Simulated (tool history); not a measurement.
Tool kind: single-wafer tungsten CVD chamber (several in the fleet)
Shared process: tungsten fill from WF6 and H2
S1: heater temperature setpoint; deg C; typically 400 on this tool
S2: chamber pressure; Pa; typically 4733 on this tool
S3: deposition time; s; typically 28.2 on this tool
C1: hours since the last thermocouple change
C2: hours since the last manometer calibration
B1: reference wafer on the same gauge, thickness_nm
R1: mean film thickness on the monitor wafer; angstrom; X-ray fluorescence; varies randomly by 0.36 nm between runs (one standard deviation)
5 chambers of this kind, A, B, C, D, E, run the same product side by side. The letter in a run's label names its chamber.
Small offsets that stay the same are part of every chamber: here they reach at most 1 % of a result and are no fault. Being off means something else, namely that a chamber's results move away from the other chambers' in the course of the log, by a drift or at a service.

run,hour,S1,S2,S3,C1,C2,B1,R1
1D,5.9,400,4733,28.2,1509.3,2226.8,90.89,888.88
2B,10.5,400,4733,28.2,940.9,1168.7,90.896,879.69
3E,17.7,400,4733,28.2,838.5,470.5,90.903,890.84
4C,22.8,400,4733,28.2,1941.7,743.5,90.896,891.02
5A,30.1,400,4733,25.7,1396.9,1065.3,90.9,809.65
6D,37,400,4733,25.7,1540.4,2257.9,90.97,808.56
7A,44.2,400,4733,25.7,1411,1079.4,90.839,817.72
8C,49.3,400,4733,25.7,1968.2,770,90.805,813.43
9E,56.5,400,4733,25.7,877.3,509.3,90.848,803.48
10B,60.5,412,4733,28.2,990.9,1218.7,90.875,1090.5
11A,66.4,412,4733,28.2,1433.2,1101.6,90.929,1103.3
12C,73.2,412,4733,28.2,1992.1,793.9,90.925,1094
13E,80,412,4733,28.2,900.8,532.8,90.878,1083.6
14B,86.9,412,4733,28.2,1017.3,1245.1,90.885,1084.3
15D,90.6,400,4733,28.2,1594,2311.5,90.917,888.49
16B,94.9,400,4733,28.2,1025.3,1253.1,90.891,890.25
17D,99.8,400,4733,28.2,1603.2,2320.7,90.929,892.56
18E,105.7,409,4733,30.7,926.5,558.5,90.824,1126.3
19C,109.6,409,4733,30.7,2028.5,830.3,90.896,1146.3
20A,113.8,409,4733,30.7,1480.6,1149,90.926,1127.7
21B,118.2,409,4733,30.7,1048.6,1276.4,90.921,1124.5
22E,123.2,409,4733,30.7,944,576,90.843,1115.9
23D,129.3,400,4733,28.2,1632.7,2350.2,90.861,889.38
24A,133.8,400,4733,28.2,1500.6,1169,90.88,889.46
25C,140.8,400,4733,28.2,2059.7,861.5,90.843,898.49
26B,144.6,400,4733,28.2,1075,1302.8,91.008,885.27
27E,149.4,400,4733,32.3,970.2,602.2,90.916,1009.5
28D,154.9,400,4733,32.3,1658.3,2375.8,90.877,1017.2
29A,160.2,400,4733,32.3,1527,1195.4,90.853,1018.9
30C,163.9,400,4733,32.3,2082.8,884.6,90.906,1039.3
31A,168.5,400,4733,32.3,1535.3,1203.7,90.898,1016.9
32B,174.4,400,4733,28.2,1104.8,1332.6,90.906,891.55
33E,178.5,400,4733,28.2,999.3,631.3,90.948,882.81
34C,183.5,400,4733,28.2,2102.4,904.2,90.894,911.27
35D,189.3,400,4733,28.2,1692.7,2410.2,90.841,888.08
# hour 194.3: chamber D: capacitance manometer re-zeroed and calibrated
36B,197.5,400,4733,28.2,1127.9,1355.7,90.864,887.02
37D,201.3,400,4733,28.2,1704.7,7.1,90.884,890.69
38C,206.8,400,4733,28.2,2125.7,927.5,90.943,910.28

All chambers now run identical settings, listed one chamber a line with results as question marks. What results will each chamber show?
39A,212.9,400,4733,28.2,,,,?
39B,212.9,400,4733,28.2,,,,?
39C,212.9,400,4733,28.2,,,,?
39D,212.9,400,4733,28.2,,,,?
39E,212.9,400,4733,28.2,,,,?

run,R1
39A,886.84
39B,888.1
39C,909.12
39D,886.21
39E,883.98

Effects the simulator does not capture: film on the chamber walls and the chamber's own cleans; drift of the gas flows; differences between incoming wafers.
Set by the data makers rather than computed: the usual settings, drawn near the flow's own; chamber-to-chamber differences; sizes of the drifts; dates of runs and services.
